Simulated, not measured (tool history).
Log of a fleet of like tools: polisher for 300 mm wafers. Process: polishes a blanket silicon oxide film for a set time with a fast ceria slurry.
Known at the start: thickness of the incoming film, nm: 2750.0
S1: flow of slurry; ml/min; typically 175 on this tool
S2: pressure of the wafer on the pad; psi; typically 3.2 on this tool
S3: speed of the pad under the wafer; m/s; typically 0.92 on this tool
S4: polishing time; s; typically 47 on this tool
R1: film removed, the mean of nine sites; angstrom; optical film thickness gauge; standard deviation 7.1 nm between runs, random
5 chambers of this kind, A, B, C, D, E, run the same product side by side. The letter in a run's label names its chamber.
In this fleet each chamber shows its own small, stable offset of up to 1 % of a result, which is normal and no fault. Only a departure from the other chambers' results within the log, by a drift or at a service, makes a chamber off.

run,hour,S1,S2,S3,S4,R1
# hour 9.4: chamber C: worn pad replaced by a new one
1B,11.2,175,3.2,0.92,47,7232.3
2C,26.2,175,3.2,0.92,47,7271.0
# hour 37.1: chamber B: worn pad replaced by a new one
3D,37.6,175,3.2,0.92,47,7252.1
# hour 39.1: chamber D: worn pad replaced by a new one
# hour 48.3: chamber E: slurry nozzle cleaned
4A,50.7,175,3.2,0.92,47,7060.3
# hour 59.2: chamber A: worn pad replaced by a new one
5E,63.3,175,3.2,0.92,47,6997.0
6B,70.9,230,3.6,0.92,47,8330.7
# hour 75.9: chamber E: worn pad replaced by a new one
7A,80.1,230,3.6,0.92,47,8406.2
# hour 89.8: chamber D: slurry nozzle cleaned
8D,95.0,230,3.6,0.92,47,8380.8
# hour 96.4: chamber B: head pressure recalibrated
9C,104.7,230,3.6,0.92,47,8419.8
# hour 116.9: chamber C: worn pad replaced by a new one
10E,116.9,230,3.6,0.92,47,8253.5
11D,123.7,175,3.2,0.92,47,7213.9
# hour 124.1: chamber D: worn pad replaced by a new one
# hour 127.7: chamber B: worn pad replaced by a new one
12B,134.8,175,3.2,0.92,47,7148.2
13C,146.5,175,3.7,0.92,47,8348.5
# hour 151.2: chamber A: worn pad replaced by a new one
14A,161.4,175,3.7,0.92,47,8454.6
# hour 165.0: chamber E: worn pad replaced by a new one
15E,175.9,175,3.7,0.92,47,8369.0
16B,185.4,175,3.7,0.92,47,8156.1
17C,197.6,175,3.7,0.92,47,8422.7
18D,208.3,175,3.2,0.92,47,7180.2
# hour 218.0: chamber C: worn pad replaced by a new one
19A,222.4,175,3.2,0.92,47,7405.6
# hour 229.5: chamber D: worn pad replaced by a new one
20E,229.9,175,3.2,0.80,32,4294.0
# hour 230.7: chamber B: worn pad replaced by a new one
21A,240.3,175,3.2,0.80,32,4298.9
# hour 241.4: chamber A: slurry nozzle cleaned
# hour 242.8: chamber A: worn pad replaced by a new one
22D,254.7,175,3.2,0.80,32,4305.8
# hour 261.7: chamber E: worn pad replaced by a new one
23E,269.3,175,3.2,0.80,32,4226.6
# hour 278.9: chamber D: head pressure recalibrated
24B,282.0,175,3.2,0.80,32,4175.1
25C,296.2,175,3.2,0.92,47,7255.9
26A,304.3,175,3.2,0.92,47,7561.0
27D,313.7,175,3.2,0.92,47,7272.6
# hour 319.6: chamber C: worn pad replaced by a new one
# hour 323.1: chamber D: worn pad replaced by a new one
# hour 323.3: chamber A: worn pad replaced by a new one
28E,328.1,175,3.2,0.92,47,7034.4
# hour 337.1: chamber B: worn pad replaced by a new one
29B,337.8,175,3.2,0.92,47,7106.2
30C,349.1,175,3.2,0.92,47,7258.6
31A,358.1,175,3.2,0.92,47,7526.0
# hour 358.2: chamber E: worn pad replaced by a new one
32D,365.4,175,3.2,0.92,47,7414.9
33C,376.3,175,3.2,0.92,47,7325.8
34E,388.4,175,3.2,0.92,47,7086.2
35B,397.3,175,3.2,0.92,47,7045.1
36E,407.9,175,3.2,0.92,47,7251.1
# hour 408.4: chamber D: worn pad replaced by a new one
# hour 410.0: chamber A: worn pad replaced by a new one
37C,419.8,175,3.2,0.92,47,7226.9
# hour 430.6: chamber B: worn pad replaced by a new one
38B,432.1,200,4.1,0.92,47,9393.1
39A,445.5,200,4.1,0.92,47,10105.0
40D,458.2,200,4.1,0.92,47,9378.7
41A,473.2,200,4.1,0.92,47,10095.0

Which is it: a chamber that has drifted or been left off by a service, a gauge drift common to all chambers, or only each chamber's usual small offset? If a chamber is off, name it and its likeliest cause.

Little by little, chamber A moves away from the other chambers.
Most likely cause: head's pressure above its setpoint, % = 9.44.

Here are 4 candidates for chamber A's next run, each the usual settings with a change, their results left as question marks. Which one brings its results back in line with what the others give on the usual settings?
Allowed miss from the other chambers' usual-settings mean, per result, to count as in line: R1 250.0 angstrom
42A-1,484.1,175,3.2,0.92,41,?
42A-2,484.1,175,3.3,0.94,48,?
42A-3,484.1,180,3.7,0.92,47,?
42A-4,484.1,175,3.1,0.90,46,?

The mean the other chambers reach with the usual settings: R1 7171.1 angstrom
run,R1
42A-1,6773.8
42A-2,8356.7
42A-3,9008.8
42A-4,7201.7
The right change is 42A-4: it brings the chamber back within the allowed miss of the others.

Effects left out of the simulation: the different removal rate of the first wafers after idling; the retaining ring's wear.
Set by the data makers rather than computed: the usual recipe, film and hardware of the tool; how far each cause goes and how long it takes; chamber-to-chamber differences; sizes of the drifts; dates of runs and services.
